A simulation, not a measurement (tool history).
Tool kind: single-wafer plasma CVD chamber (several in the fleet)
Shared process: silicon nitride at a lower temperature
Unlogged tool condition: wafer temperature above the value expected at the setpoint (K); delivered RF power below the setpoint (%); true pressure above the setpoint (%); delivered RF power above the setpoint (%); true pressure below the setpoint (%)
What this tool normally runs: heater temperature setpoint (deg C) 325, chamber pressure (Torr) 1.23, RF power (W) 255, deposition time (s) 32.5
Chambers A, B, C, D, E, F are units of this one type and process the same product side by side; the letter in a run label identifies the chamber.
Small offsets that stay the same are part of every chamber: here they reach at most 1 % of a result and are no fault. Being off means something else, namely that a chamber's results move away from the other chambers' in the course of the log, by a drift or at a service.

run,hour,heater temperature setpoint (deg C),chamber pressure (Torr),RF power (W),deposition time (s),hours since the last thermocouple change,hours since the last RF generator calibration,hours since the last manometer calibration,"read-back reference wafer on the same gauge, thickness_nm",mean film thickness on the monitor wafer (Å)
1B,7.5,325,1.23,255,32.5,477.4,181.2,506.3,27.708,320.48
2A,12.9,325,1.23,255,32.5,757.7,1892.8,1951.1,27.706,317.41
3D,17.4,325,1.23,255,32.5,946.8,876.2,1149.6,27.71,316.52
4C,26,325,1.23,255,32.5,1665,1439.3,725.7,27.715,321.48
5F,34,325,1.23,255,32.5,1759.2,778,1259.4,27.718,317.78
6E,37.8,325,1.23,255,32.5,2154.7,542.6,1657.3,27.72,320.04
7D,43.3,325,1.23,255,32.5,972.7,902.1,1175.5,27.722,316.54
8A,48.9,325,1.23,255,32.5,793.7,1928.8,1987.1,27.726,318.89
# hour 50.8: chamber A: RF generator calibrated
9E,53.9,325,1.04,255,37,2170.8,558.7,1673.4,27.732,346.7
10B,61.8,325,1.04,255,37,531.7,235.5,560.6,27.742,347.35
11F,67.6,325,1.04,255,37,1792.8,811.6,1293,27.742,344.45
12C,72.2,325,1.04,255,37,1711.2,1485.5,771.9,27.745,348.41
13D,79.8,325,1.04,255,37,1009.2,938.6,1212,27.751,342.57
14A,85.5,325,1.04,255,37,830.3,34.8,2023.7,27.75,345.62
# hour 85.9: chamber C: capacitance manometer re-zeroed and calibrated
15B,91.5,325,1.23,255,32.5,561.4,265.2,590.3,27.758,320.75
16F,95.4,325,1.23,255,32.5,1820.6,839.4,1320.8,27.758,319.05
17C,103.6,325,1.23,255,32.5,1742.6,1516.9,17.7,27.759,322.62
18E,107.5,325,1.23,255,32.5,2224.4,612.3,1727,27.763,321.29
19F,112.8,325,1.23,255,32.5,1838,856.8,1338.2,27.769,318.62
20B,119.9,325,1.23,255,32.5,589.8,293.6,618.7,27.775,320.79
21D,125.6,325,1.23,255,32.5,1055,984.4,1257.8,27.773,316.76
22E,129.5,325,1.23,255,32.5,2246.4,634.3,1749,27.777,320.86
23C,135.1,333,1.23,255,32.5,1774.1,1548.4,49.2,27.776,321.11
24A,139.5,333,1.23,255,32.5,884.3,88.8,2077.7,27.784,318.19
25D,147.1,333,1.23,255,32.5,1076.5,1005.9,1279.3,27.79,316.57
26E,152.7,333,1.23,255,32.5,2269.6,657.5,1772.2,27.798,320.5
27A,159.3,333,1.23,255,32.5,904.1,108.6,2097.5,27.786,318.61
28C,168,333,1.23,255,32.5,1807,1581.3,82.1,27.811,321.52
29F,171.8,325,1.23,255,32.5,1897,915.8,1397.2,27.808,319.09
30B,175.7,325,1.23,255,32.5,645.6,349.4,674.5,27.801,320.84
31B,182.4,325,1.23,255,32.5,652.3,356.1,681.2,27.808,321.56
32A,188.5,325,1.23,255,32.5,933.3,137.8,2126.7,27.811,319.14
33E,195.9,325,1.23,255,32.5,2312.8,700.7,1815.4,27.823,321.34
34C,202.4,325,1.23,255,32.5,1841.4,1615.7,116.5,27.832,323.13
35F,206.3,325,1.23,255,32.5,1931.5,950.3,1431.7,27.838,318.99
36D,212,325,1.23,255,32.5,1141.4,1070.8,1344.2,27.838,317.31

The same settings go to every chamber for the next run, one line per chamber below. Forecast the results for each:
37A,218.3,325,1.23,255,27.5,,,,,?
37B,218.3,325,1.23,255,27.5,,,,,?
37C,218.3,325,1.23,255,27.5,,,,,?
37D,218.3,325,1.23,255,27.5,,,,,?
37E,218.3,325,1.23,255,27.5,,,,,?
37F,218.3,325,1.23,255,27.5,,,,,?

run,mean film thickness on the monitor wafer (Å)
37A,270.35
37B,272.27
37C,273.64
37D,268.4
37E,271.99
37F,270.45
